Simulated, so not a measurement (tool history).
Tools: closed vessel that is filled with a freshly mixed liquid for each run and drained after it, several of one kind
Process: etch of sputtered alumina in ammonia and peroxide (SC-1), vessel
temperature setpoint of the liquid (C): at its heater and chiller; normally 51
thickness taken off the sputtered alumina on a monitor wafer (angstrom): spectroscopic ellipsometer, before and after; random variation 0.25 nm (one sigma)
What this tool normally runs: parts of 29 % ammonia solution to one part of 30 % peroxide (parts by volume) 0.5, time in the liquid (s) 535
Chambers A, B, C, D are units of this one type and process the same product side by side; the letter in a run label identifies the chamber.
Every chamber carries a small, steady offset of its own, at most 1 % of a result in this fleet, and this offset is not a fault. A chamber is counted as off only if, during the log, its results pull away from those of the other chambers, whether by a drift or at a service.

run   hour  temperature setpoint of the liquid (C)  parts of 29 % ammonia solution to one part of 30 % peroxide (parts by volume)  time in the liquid (s)  read-back film thickness of the sputtered alumina reference wafer, read on the same gauge (nm)  thickness taken off the sputtered alumina on a monitor wafer (angstrom)
       6.7  -- chamber B: thermometer replaced
 1A    9.3                                      51                                                                            0.5                     535                                                                                          90.065                                                                   294.78
 2B   14.6                                      51                                                                            0.5                     535                                                                                          90.009                                                                   293.07
      17.7  -- chamber D: new drum of ammonia solution connected
 3D   21.4                                      51                                                                            0.5                     535                                                                                          89.999                                                                    289.5
 4C   28.9                                      51                                                                            0.5                     535                                                                                          90.023                                                                   297.77
      30.1  -- chamber D: thermometer replaced
 5C   33.8                                      54                                                                            0.5                     390                                                                                          90.061                                                                   256.85
 6A     40                                      54                                                                            0.5                     390                                                                                          90.015                                                                   252.97
 7B   46.1                                      54                                                                            0.5                     390                                                                                          90.027                                                                   252.05
      50.8  -- chamber C: new drum of ammonia solution connected
 8D   56.8                                      54                                                                            0.5                     390                                                                                           90.04                                                                   252.96
 9A   65.9                                      51                                                                            0.5                     535                                                                                          90.007                                                                   296.02
      66.6  -- chamber B: new drum of ammonia solution connected
10C   71.9                                      51                                                                            0.5                     535                                                                                           89.97                                                                   298.24
11D   80.7                                      51                                                                            0.5                     770                                                                                          90.024                                                                   425.99
12B     90                                      51                                                                            0.5                     770                                                                                          90.007                                                                   423.47
13B     98                                      51                                                                            0.5                     770                                                                                          90.053                                                                   426.24
14D  103.1                                      51                                                                            0.5                     770                                                                                          89.994                                                                   418.96
15A  113.5                                      51                                                                            0.5                     535                                                                                          90.012                                                                   297.42
16C  118.7                                      51                                                                            0.5                     535                                                                                          90.002                                                                   300.27
17C    127                                      51                                                                            0.5                     535                                                                                          89.979                                                                   298.63
18D  137.8                                      51                                                                            0.5                     535                                                                                          89.991                                                                   287.57
19B  143.4                                      51                                                                            0.5                     535                                                                                           89.98                                                                   295.24
20A  149.8                                    54.5                                                                            0.5                     260                                                                                          90.012                                                                    177.2
21A    160                                    54.5                                                                            0.5                     260                                                                                          89.991                                                                   174.11
22D    171                                    54.5                                                                            0.5                     260                                                                                          89.977                                                                    169.6
23B  180.3                                    54.5                                                                            0.5                     260                                                                                          90.015                                                                   173.08
24C  185.2                                      51                                                                            0.5                     535                                                                                          90.015                                                                   317.44
25B  191.4                                      51                                                                            0.5                     535                                                                                          90.024                                                                   294.61
26A  199.6                                      51                                                                            0.5                     535                                                                                           90.01                                                                   295.11
27D  206.8                                      51                                                                            0.5                     535                                                                                          89.991                                                                   289.87
28C    218                                      51                                                                            0.5                     535                                                                                           89.98                                                                   325.68
29B  223.2                                      51                                                                            0.5                     535                                                                                          90.004                                                                    292.9
30A  230.4                                      51                                                                            0.5                     535                                                                                          89.998                                                                   297.98

Has any chamber moved away from the others, gradually or after a service, or does the common gauge drift, or do the chambers differ only by their own small steady offsets? State the chamber and the most likely cause if one applies.

Little by little, chamber C moves away from the other chambers.
Likeliest cause: liquid hotter than its thermometer reads (K) = 1.79.

Chamber C could run next with any of the 4 candidate recipes listed below; each alters the usual settings, and their results appear as question marks. Which one brings its results back in line with what the other chambers deliver on the usual settings?
A result is in line if it is within this distance of the other chambers' mean on the usual settings: thickness taken off the sputtered alumina on a monitor wafer (angstrom) 8.7
31C-1  238.4                                      51                                                                            0.5                     590                                                                                                                                                                        ?
31C-2  238.4                                      53                                                                            0.5                     600                                                                                                                                                                        ?
31C-3  238.4                                      47                                                                            0.5                     535                                                                                                                                                                        ?
31C-4  238.4                                      50                                                                            0.5                     505                                                                                                                                                                        ?

Other chambers, usual settings, mean: thickness taken off the sputtered alumina on a monitor wafer (angstrom) 293.78
  run  thickness taken off the sputtered alumina on a monitor wafer (angstrom)
31C-1                                                                   360.05
31C-2                                                                   407.79
31C-3                                                                   262.01
31C-4                                                                   291.77
31C-4 brings the chamber back in line.

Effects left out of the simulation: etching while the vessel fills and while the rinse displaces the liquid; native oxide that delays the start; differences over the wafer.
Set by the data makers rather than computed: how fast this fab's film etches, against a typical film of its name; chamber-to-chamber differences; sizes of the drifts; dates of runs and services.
